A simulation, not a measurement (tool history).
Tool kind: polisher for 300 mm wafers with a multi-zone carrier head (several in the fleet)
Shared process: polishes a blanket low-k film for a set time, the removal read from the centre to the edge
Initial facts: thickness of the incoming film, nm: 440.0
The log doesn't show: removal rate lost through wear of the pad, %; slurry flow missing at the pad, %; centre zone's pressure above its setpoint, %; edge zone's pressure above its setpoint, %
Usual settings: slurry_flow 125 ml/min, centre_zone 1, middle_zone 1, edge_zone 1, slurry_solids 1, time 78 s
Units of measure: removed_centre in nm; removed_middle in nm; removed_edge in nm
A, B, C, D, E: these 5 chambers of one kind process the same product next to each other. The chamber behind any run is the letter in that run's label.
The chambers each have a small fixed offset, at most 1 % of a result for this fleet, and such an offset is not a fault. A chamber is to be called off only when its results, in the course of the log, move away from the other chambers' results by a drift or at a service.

run,day,slurry_flow,centre_zone,middle_zone,edge_zone,slurry_solids,time,wafers polished on this pad,hours since the slurry nozzle was cleaned,hours since the centre zone pressure was calibrated,hours since the edge zone pressure was calibrated,removed_centre,removed_middle,removed_edge
# day 0.079: chamber B: worn pad replaced by a new one
# day 0.296: chamber B: centre zone pressure recalibrated
1A,0.354,125,1,1,1,1,78,1285,43.6,427.9,318.9,26.703,26.951,25.989
2E,0.638,125,1,1,1,1,78,424,384.6,258.8,91.4,26.281,26.25,26.284
# day 0.729: chamber A: worn pad replaced by a new one
3C,0.988,125,1,1,1,1,78,425,201,76.5,26.7,26.566,26.687,26.152
4D,1.233,125,1,1,1,1,78,734,155.8,410.4,1358.3,26.612,26.609,25.934
5B,1.6,150,1,1,1,1,58,339,66.8,31.3,923.9,20.797,20.419,20.638
# day 1.754: chamber D: centre zone pressure recalibrated
6E,1.858,150,1,1,1,1,58,696,413.9,288.1,120.7,20.628,20.322,20.649
# day 2.271: chamber A: edge zone pressure recalibrated
7D,2.288,150,1,1,1,1,58,969,181.1,12.9,1383.6,20.622,20.543,20.293
8B,2.721,150,1,1,1,1,58,589,93.7,58.2,950.8,20.769,20.952,20.332
# day 2.771: chamber C: slurry nozzle cleaned
9A,3.092,150,1,1,1,1,58,527,109.3,493.6,19.7,20.752,20.438,20.37
# day 3.117: chamber D: worn pad replaced by a new one
# day 3.308: chamber D: slurry nozzle cleaned
10C,3.325,125,1,1,1,1,78,947,13.4,132.6,82.8,26.674,26.673,26.786
# day 3.496: chamber B: worn pad replaced by a new one
11D,3.558,110,0.89,1,1,1,78,99,6.1,43.4,1414.1,22.907,25.637,26.383
# day 3.821: chamber D: edge zone pressure recalibrated
12B,3.992,110,0.89,1,1,1,78,111,124.2,88.7,981.3,22.698,25.547,26.318
13E,4.3,110,0.89,1,1,1,78,1240,472.5,346.7,179.3,22.459,25.95,26.13
# day 4.329: chamber E: worn pad replaced by a new one
14A,4.562,110,0.89,1,1,1,78,855,144.6,528.9,55,23.051,25.725,26.667
15C,4.946,110,0.89,1,1,1,78,1308,52.3,171.5,121.7,22.572,25.889,26.136
# day 5.192: chamber C: worn pad replaced by a new one
16A,5.362,125,1,1,1,1,78,1033,163.8,548.1,74.2,26.782,26.988,27.199
17D,5.571,125,1,0.96,1,1,78,547,54.4,91.7,42.1,26.582,25.677,26.677
# day 5.65: chamber A: worn pad replaced by a new one
18B,5.846,125,1,0.96,1,1,78,524,168.7,133.2,1025.8,26.755,25.876,26.73
19E,6.096,125,1,0.96,1,1,78,394,515.6,389.8,222.4,26.568,25.418,26.397
# day 6.342: chamber B: worn pad replaced by a new one
20C,6.45,125,1,0.96,1,1,78,280,88.4,207.6,157.8,26.614,25.306,26.764
21D,6.742,125,1,0.96,1,1,78,808,82.5,119.8,70.2,26.813,25.229,27.046
22A,7.129,125,1,1,1,1,78,330,206.2,590.5,116.6,26.465,27.3,26.849
23C,7.592,125,1,1,1,1,78,535,115.8,235,185.2,26.55,26.202,26.238
24E,8.05,125,1,1,1,1,78,829,562.5,436.7,269.3,25.801,26.601,26.636
25B,8.533,125,1,1,1,1,78,489,233.2,197.7,1090.3,26.968,26.565,26.414
26A,8.942,125,1,1,1,1,78,734,249.7,634,160.1,26.62,26.692,26.879
# day 8.983: chamber B: worn pad replaced by a new one
# day 9.204: chamber B: slurry nozzle cleaned
27B,9.317,125,1,1,1,1,78,74,2.8,216.5,1109.1,26.691,26.128,26.634
28D,9.692,125,1,1,1,1,78,1466,153.3,190.6,141,26.403,25.73,26.273
29E,9.979,125,1,1,1,1,78,1260,608.8,483,315.6,26.12,25.391,26.27
# day 10.038: chamber D: worn pad replaced by a new one
# day 10.258: chamber E: edge zone pressure recalibrated
30C,10.4,125,1,1,1,1,78,1161,183.2,302.4,252.6,26.343,26.741,26.806
31C,10.767,125,1,1.11,1.06,1,78,1243,192,311.2,261.4,26.813,28.984,27.646
# day 11.021: chamber C: worn pad replaced by a new one
32E,11.133,125,1,1.11,1.06,1,78,1517,636.5,510.7,21,25.78,28.581,27.233
# day 11.258: chamber E: worn pad replaced by a new one
33B,11.458,125,1,1.11,1.06,1,78,552,54.2,267.9,1160.5,27.218,29.427,27.094
34D,11.867,125,1,1.11,1.06,1,78,407,205.5,242.8,193.2,26.851,28.982,27.967
# day 11.95: chamber A: worn pad replaced by a new one
# day 12.167: chamber D: slurry nozzle cleaned
# day 12.325: chamber C: slurry nozzle cleaned
35A,12.35,125,1,1.11,1.06,1,78,89,331.5,715.8,241.9,26.33,30.083,27.404
# day 12.404: chamber B: worn pad replaced by a new one
36B,12.746,125,1,1,1,1,78,77,85.1,298.8,1191.4,26.652,26.711,26.417
37C,13.146,125,1,1,1,1,78,474,19.7,368.3,318.5,26.65,26.626,26.354
38E,13.488,125,1,1,1,1,78,497,693,567.2,77.5,25.197,25.759,26.3
39D,13.829,125,1,1,1,1,78,845,39.9,289.9,240.3,26.396,26.239,27.148
40A,14.262,125,1,1,1,1,78,515,377.4,761.7,287.8,26.778,26.887,26.065
41B,14.538,125,1,1,1,1,78,476,128.1,341.8,1234.4,26.843,26.433,26.585
42C,14.95,125,1,1,1,1,78,876,63,411.6,361.8,26.71,26.986,26.572

Has any chamber moved away from the others, gradually or after a service, or does the common gauge drift, or do the chambers differ only by their own small steady offsets? State the chamber and the most likely cause if one applies.

One chamber, E, drifts off from the rest bit by bit.
Most likely cause: slurry flow missing at the pad, % = 20.4.

Chamber E could run next with any of the 4 candidate recipes listed below; each alters the usual settings, and their results appear as question marks. Which one brings its results back in line with what the other chambers deliver on the usual settings?
To be in line, a result may differ from the other chambers' mean on the usual settings by at most: removed_centre 0.7 nm; removed_middle 1.1 nm; removed_edge 1.3 nm
43E-1,15.296,130,1.02,1.02,0.98,1,81,,,,,?,?,?
43E-2,15.296,120,0.98,0.99,1.02,1,76,,,,,?,?,?
43E-3,15.296,125,1.01,1,0.99,1,79,,,,,?,?,?
43E-4,15.296,125,0.99,1,1.01,1,77,,,,,?,?,?

Average result of the remaining chambers running the usual settings: removed_centre 26.605 nm; removed_middle 26.605 nm; removed_edge 26.543 nm
run,removed_centre,removed_middle,removed_edge
43E-1,26.725,26.885,26.56
43E-2,23.365,24.009,25.082
43E-3,25.459,25.478,25.861
43E-4,24.268,24.835,25.474
Change 43E-1 lands the chamber within the allowed miss of the other chambers.
